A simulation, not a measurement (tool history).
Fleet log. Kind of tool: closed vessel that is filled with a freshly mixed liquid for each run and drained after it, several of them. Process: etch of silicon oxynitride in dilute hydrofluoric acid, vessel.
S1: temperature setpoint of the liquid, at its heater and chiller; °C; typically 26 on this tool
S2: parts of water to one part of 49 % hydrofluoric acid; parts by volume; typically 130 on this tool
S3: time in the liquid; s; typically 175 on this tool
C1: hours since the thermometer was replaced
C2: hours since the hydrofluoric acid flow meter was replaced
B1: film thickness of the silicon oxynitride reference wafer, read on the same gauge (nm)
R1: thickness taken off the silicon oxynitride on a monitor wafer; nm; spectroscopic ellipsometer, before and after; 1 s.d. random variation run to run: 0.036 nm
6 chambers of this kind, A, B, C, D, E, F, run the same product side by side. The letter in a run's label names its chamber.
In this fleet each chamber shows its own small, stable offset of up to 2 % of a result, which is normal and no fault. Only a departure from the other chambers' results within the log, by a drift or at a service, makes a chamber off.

Run 1D, hour 6.7: usual settings; C1 602; C2 1223.5; B1 80. Result: R1 5.8769 nm.
Run 2C, hour 14.3: usual settings; C1 1154.4; C2 1603.8; B1 79.974. Result: R1 5.8237 nm.
Run 3B, hour 21.2: usual settings; C1 200.7; C2 229.1; B1 79.969. Result: R1 5.8114 nm.
Run 4A, hour 25.6: usual settings; C1 1969; C2 409.8; B1 80.01. Result: R1 5.8568 nm.
Run 5E, hour 32.2: usual settings; C1 1652.6; C2 992.4; B1 79.979. Result: R1 5.9387 nm.
Run 6F, hour 41.2: usual settings; C1 829.5; C2 2058.2; B1 79.998. Result: R1 5.7361 nm.
Run 7E, hour 48.5: usual settings; C1 1668.9; C2 1008.7; B1 80.021. Result: R1 5.9903 nm.
Run 8C, hour 57.6: usual settings; C1 1197.7; C2 1647.1; B1 80.016. Result: R1 5.906 nm.
Run 9A, hour 62.8: usual settings; C1 2006.2; C2 447; B1 80.024. Result: R1 5.8757 nm.
Run 10B, hour 68.5: usual settings; C1 248; C2 276.4; B1 79.997. Result: R1 5.8445 nm.
Run 11F, hour 75.5: usual settings; C1 863.8; C2 2092.5; B1 79.997. Result: R1 5.7847 nm.
Run 12D, hour 82.8: usual settings; C1 678.1; C2 1299.6; B1 80.007. Result: R1 5.867 nm.
Run 13F, hour 92.3: usual settings but S1 22 °C, S3 125 s; C1 880.6; C2 2109.3; B1 80.017. Result: R1 3.4537 nm.
Run 14B, hour 98.7: usual settings but S1 22 °C, S3 125 s; C1 278.2; C2 306.6; B1 79.993. Result: R1 3.4946 nm.
Run 15E, hour 105.4: usual settings but S1 22 °C, S3 125 s; C1 1725.8; C2 1065.6; B1 80.011. Result: R1 3.5168 nm.
Run 16D, hour 112.4: usual settings but S1 22 °C, S3 125 s; C1 707.7; C2 1329.2; B1 80.01. Result: R1 3.4527 nm.
Run 17A, hour 117: usual settings but S1 22 °C, S3 125 s; C1 2060.4; C2 501.2; B1 80.006. Result: R1 3.4683 nm.
Run 18C, hour 125.6: usual settings but S1 22 °C, S3 125 s; C1 1265.7; C2 1715.1; B1 80.011. Result: R1 3.5092 nm.
Run 19C, hour 133.6: usual settings but S1 27.5 °C; C1 1273.7; C2 1723.1; B1 79.999. Result: R1 6.3983 nm.
Run 20E, hour 138.9: usual settings but S1 27.5 °C; C1 1759.3; C2 1099.1; B1 80.007. Result: R1 6.3967 nm.
Run 21B, hour 143.6: usual settings but S1 27.5 °C; C1 323.1; C2 351.5; B1 80. Result: R1 6.3195 nm.
Run 22D, hour 149.2: usual settings but S1 27.5 °C; C1 744.5; C2 1366; B1 79.991. Result: R1 6.2594 nm.
Run 23F, hour 154.3: usual settings but S1 27.5 °C; C1 942.6; C2 2171.3; B1 79.99. Result: R1 6.2247 nm.
Run 24A, hour 159.8: usual settings but S1 27.5 °C; C1 2103.2; C2 544; B1 80.011. Result: R1 6.2149 nm.
Run 25E, hour 166.7: usual settings; C1 1787.1; C2 1126.9; B1 80. Result: R1 5.969 nm.
Run 26A, hour 173.3: usual settings but S2 100 parts by volume; C1 2116.7; C2 557.5; B1 79.987. Result: R1 7.8533 nm.
Run 27D, hour 181.7: usual settings but S2 100 parts by volume; C1 777; C2 1398.5; B1 79.99. Result: R1 7.7797 nm.
Run 28B, hour 186.8: usual settings but S2 100 parts by volume; C1 366.3; C2 394.7; B1 79.978. Result: R1 7.9886 nm.
Run 29C, hour 192.1: usual settings but S2 100 parts by volume; C1 1332.2; C2 1781.6; B1 80.005. Result: R1 7.9328 nm.
Run 30F, hour 200.3: usual settings but S2 100 parts by volume; C1 988.6; C2 2217.3; B1 79.999. Result: R1 7.7705 nm.
Run 31F, hour 206.5: usual settings but S2 100 parts by volume; C1 994.8; C2 2223.5; B1 80.003. Result: R1 7.649 nm.
Run 32D, hour 216: usual settings; C1 811.3; C2 1432.8; B1 80.026. Result: R1 5.8524 nm.
Run 33A, hour 220.7: usual settings; C1 2164.1; C2 604.9; B1 80.013. Result: R1 5.8848 nm.
Run 34B, hour 230.1: usual settings; C1 409.6; C2 438; B1 80.009. Result: R1 6.0421 nm.
Run 35E, hour 240: usual settings but S2 180 parts by volume, S3 105 s; C1 1860.4; C2 1200.2; B1 80.002. Result: R1 2.4317 nm.
Run 36C, hour 245.1: usual settings but S2 180 parts by volume, S3 105 s; C1 1385.2; C2 1834.6; B1 79.991. Result: R1 2.4528 nm.

What goes on in this fleet: one chamber off, a drifting gauge, or nothing beyond the chambers' own small offsets? Name the chamber and the cause, if any.

Little by little, chamber B moves away from the other chambers.
Likeliest cause: hydrofluoric acid flow above the setpoint (%) = 3.43.
The log may not separate it from: liquid hotter than its thermometer reads (K).

Here are 4 candidates for chamber B's next run, each the usual settings with a change, their results left as question marks. Which one brings its results back in line with what the others give on the usual settings?
Counts as in line when no further than this from what the other chambers average on the usual settings: R1 0.12 nm
Run 37B-1, hour 252.2: usual settings but S2 125 parts by volume, S3 180 s. Result: R1 ?.
Run 37B-2, hour 252.2: usual settings but S3 180 s. Result: R1 ?.
Run 37B-3, hour 252.2: usual settings but S3 170 s. Result: R1 ?.
Run 37B-4, hour 252.2: usual settings but S2 135 parts by volume, S3 170 s. Result: R1 ?.

Mean of the other chambers on the usual settings: R1 5.8708 nm
  run      R1
37B-1  6.5314
37B-2  6.2494
37B-3  5.9022
37B-4  5.6562
The right change is 37B-3: it brings the chamber back within the allowed miss of the others.
